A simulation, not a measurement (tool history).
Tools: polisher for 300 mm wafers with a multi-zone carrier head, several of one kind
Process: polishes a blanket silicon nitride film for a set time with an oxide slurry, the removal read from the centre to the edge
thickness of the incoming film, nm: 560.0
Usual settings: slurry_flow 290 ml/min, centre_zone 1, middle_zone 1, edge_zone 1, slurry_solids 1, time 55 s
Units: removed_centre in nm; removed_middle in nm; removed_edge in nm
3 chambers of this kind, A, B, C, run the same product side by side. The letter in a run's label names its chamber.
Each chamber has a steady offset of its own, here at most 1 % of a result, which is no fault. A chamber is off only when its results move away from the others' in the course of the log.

| run | hour | slurry_flow | centre_zone | middle_zone | edge_zone | slurry_solids | time | removed_centre | removed_middle | removed_edge |
|---|---|---|---|---|---|---|---|---|---|---|
| 1A | 2.4 | 290 | 1 | 1 | 1 | 1 | 55 | 28.204 | 27.93 | 28.225 |
| 2B | 5.3 | 290 | 1 | 1 | 1 | 1 | 55 | 28.265 | 27.769 | 28.424 |
|  | 9.1 | chamber B: worn pad replaced by a new one |
| 3C | 10 | 290 | 1 | 1 | 1 | 1 | 55 | 28.498 | 27.797 | 28.78 |
|  | 10.7 | chamber A: slurry nozzle cleaned |
| 4A | 13.6 | 290 | 1 | 1 | 1 | 1 | 55 | 27.951 | 28.613 | 28.431 |
| 5B | 15.8 | 290 | 1 | 1 | 1 | 1 | 55 | 28.489 | 28.113 | 28.58 |
| 6C | 20.4 | 290 | 1 | 1 | 1 | 1 | 55 | 28.287 | 28.469 | 27.933 |
| 7B | 23.5 | 290 | 1 | 1 | 1 | 1 | 55 | 28.318 | 27.682 | 28.301 |
| 8C | 28.2 | 290 | 1 | 1.1 | 1 | 1 | 55 | 28.047 | 30.778 | 28.344 |
| 9A | 32.2 | 290 | 1 | 1.1 | 1 | 1 | 55 | 28.239 | 31.216 | 28.818 |
| 10A | 37 | 290 | 1 | 1.1 | 1 | 1 | 55 | 28.346 | 30.785 | 28.444 |
|  | 41 | chamber A: worn pad replaced by a new one |
| 11C | 41.1 | 290 | 1 | 1 | 1 | 1 | 55 | 28.568 | 28.315 | 28.428 |
| 12B | 44.1 | 290 | 1 | 1 | 1 | 1 | 55 | 28.11 | 28.175 | 28.512 |
| 13B | 48.2 | 290 | 1 | 1 | 1 | 1 | 55 | 28.137 | 27.9 | 28.229 |
| 14C | 50.3 | 290 | 1 | 1 | 1 | 1 | 55 | 28.602 | 28.319 | 28.299 |
| 15A | 54.2 | 290 | 1 | 1 | 1 | 1 | 55 | 28.115 | 28.334 | 28.687 |
| 16B | 57.3 | 290 | 1 | 1 | 1 | 1 | 55 | 28.222 | 28.068 | 28.515 |
| 17C | 60.5 | 290 | 1 | 1 | 1 | 1 | 55 | 28.448 | 28.031 | 28.063 |
|  | 62.1 | chamber C: centre zone pressure recalibrated |
| 18A | 65.2 | 290 | 1 | 1 | 1 | 1 | 55 | 28.441 | 28.592 | 28.423 |
| 19A | 69 | 290 | 1 | 1 | 1 | 1 | 55 | 28.434 | 28.572 | 28.013 |
| 20B | 73.3 | 290 | 1 | 1 | 1 | 1 | 55 | 27.734 | 27.695 | 27.945 |
| 21C | 75.7 | 290 | 1 | 1 | 1 | 1 | 55 | 25.136 | 28.128 | 28.784 |
| 22A | 79.2 | 290 | 1 | 1 | 1 | 1 | 55 | 28.209 | 28.414 | 28.042 |
| 23B | 83.6 | 290 | 1 | 1 | 1 | 1 | 55 | 28.551 | 28.035 | 28.651 |
|  | 86.3 | chamber A: worn pad replaced by a new one |
|  | 87.6 | chamber B: worn pad replaced by a new one |
| 24C | 87.7 | 290 | 1 | 1 | 1 | 1 | 55 | 25.004 | 28.189 | 28.612 |
| 25A | 92.5 | 290 | 1 | 1 | 1 | 1 | 55 | 27.987 | 28.563 | 28.418 |
| 26B | 96.5 | 320 | 1.09 | 1 | 1 | 1 | 55 | 31.556 | 28.456 | 28.736 |
| 27C | 99.4 | 320 | 1.09 | 1 | 1 | 1 | 55 | 28.128 | 28.898 | 28.651 |
| 28A | 102 | 320 | 1.09 | 1 | 1 | 1 | 55 | 31.317 | 28.438 | 28.673 |
| 29C | 105.4 | 290 | 1 | 1 | 1 | 1 | 55 | 25.185 | 28.687 | 27.79 |
| 30B | 108.2 | 290 | 1 | 1 | 1 | 1 | 55 | 28.509 | 28.298 | 28.247 |
| 31B | 111.6 | 290 | 1 | 1 | 1 | 1 | 55 | 28.83 | 28.557 | 27.788 |
| 32C | 114.4 | 290 | 1 | 1 | 1 | 1 | 55 | 24.683 | 28.335 | 28.269 |
|  | 118.9 | chamber C: worn pad replaced by a new one |
| 33A | 119.2 | 290 | 1 | 1 | 1 | 1 | 55 | 28.466 | 28.396 | 28.821 |
| 34B | 122.4 | 290 | 1 | 1 | 1 | 1 | 55 | 28.11 | 28.288 | 28.642 |
| 35C | 125.5 | 290 | 1 | 1 | 1 | 1 | 70 | 31.734 | 36.076 | 35.691 |
| 36A | 128.6 | 290 | 1 | 1 | 1 | 1 | 70 | 36.385 | 36.005 | 35.371 |
| 37C | 131.1 | 290 | 1 | 1 | 1 | 1 | 70 | 31.631 | 35.6 | 36.299 |
| 38A | 133.4 | 290 | 1 | 1 | 1 | 1 | 55 | 28.552 | 28.208 | 28.916 |

What goes on in this fleet: one chamber off, a drifting gauge, or nothing beyond the chambers' own small offsets? Name the chamber and the cause, if any.

A service left chamber C off against the others.
Cause: centre zone's pressure below its setpoint, % = 10.4.

Here are 4 candidates for chamber C's next run, each the usual settings with a change, their results left as question marks. Which one brings its results back in line with what the others give on the usual settings?
In line means no further than this from the other chambers' mean on the usual settings: removed_centre 0.9 nm; removed_middle 0.94 nm; removed_edge 1.2 nm
| 39C-1 | 136.9 | 285 | 0.91 | 1.02 | 1.03 | 1 | 54 | ? | ? | ? |
| 39C-2 | 136.9 | 290 | 1.03 | 0.99 | 0.99 | 1 | 55 | ? | ? | ? |
| 39C-3 | 136.9 | 290 | 0.97 | 1.01 | 1.01 | 1 | 55 | ? | ? | ? |
| 39C-4 | 136.9 | 295 | 1.09 | 0.98 | 0.97 | 1 | 56 | ? | ? | ? |

The other chambers' mean on the usual settings: removed_centre 28.28 nm; removed_middle 28.224 nm; removed_edge 28.39 nm
| run | removed_centre | removed_middle | removed_edge |
|---|---|---|---|
| 39C-1 | 22.186 | 28.198 | 28.242 |
| 39C-2 | 25.936 | 27.989 | 28.222 |
| 39C-3 | 24.29 | 28.508 | 28.511 |
| 39C-4 | 28.139 | 28.279 | 28.474 |
39C-4 brings the chamber back in line.

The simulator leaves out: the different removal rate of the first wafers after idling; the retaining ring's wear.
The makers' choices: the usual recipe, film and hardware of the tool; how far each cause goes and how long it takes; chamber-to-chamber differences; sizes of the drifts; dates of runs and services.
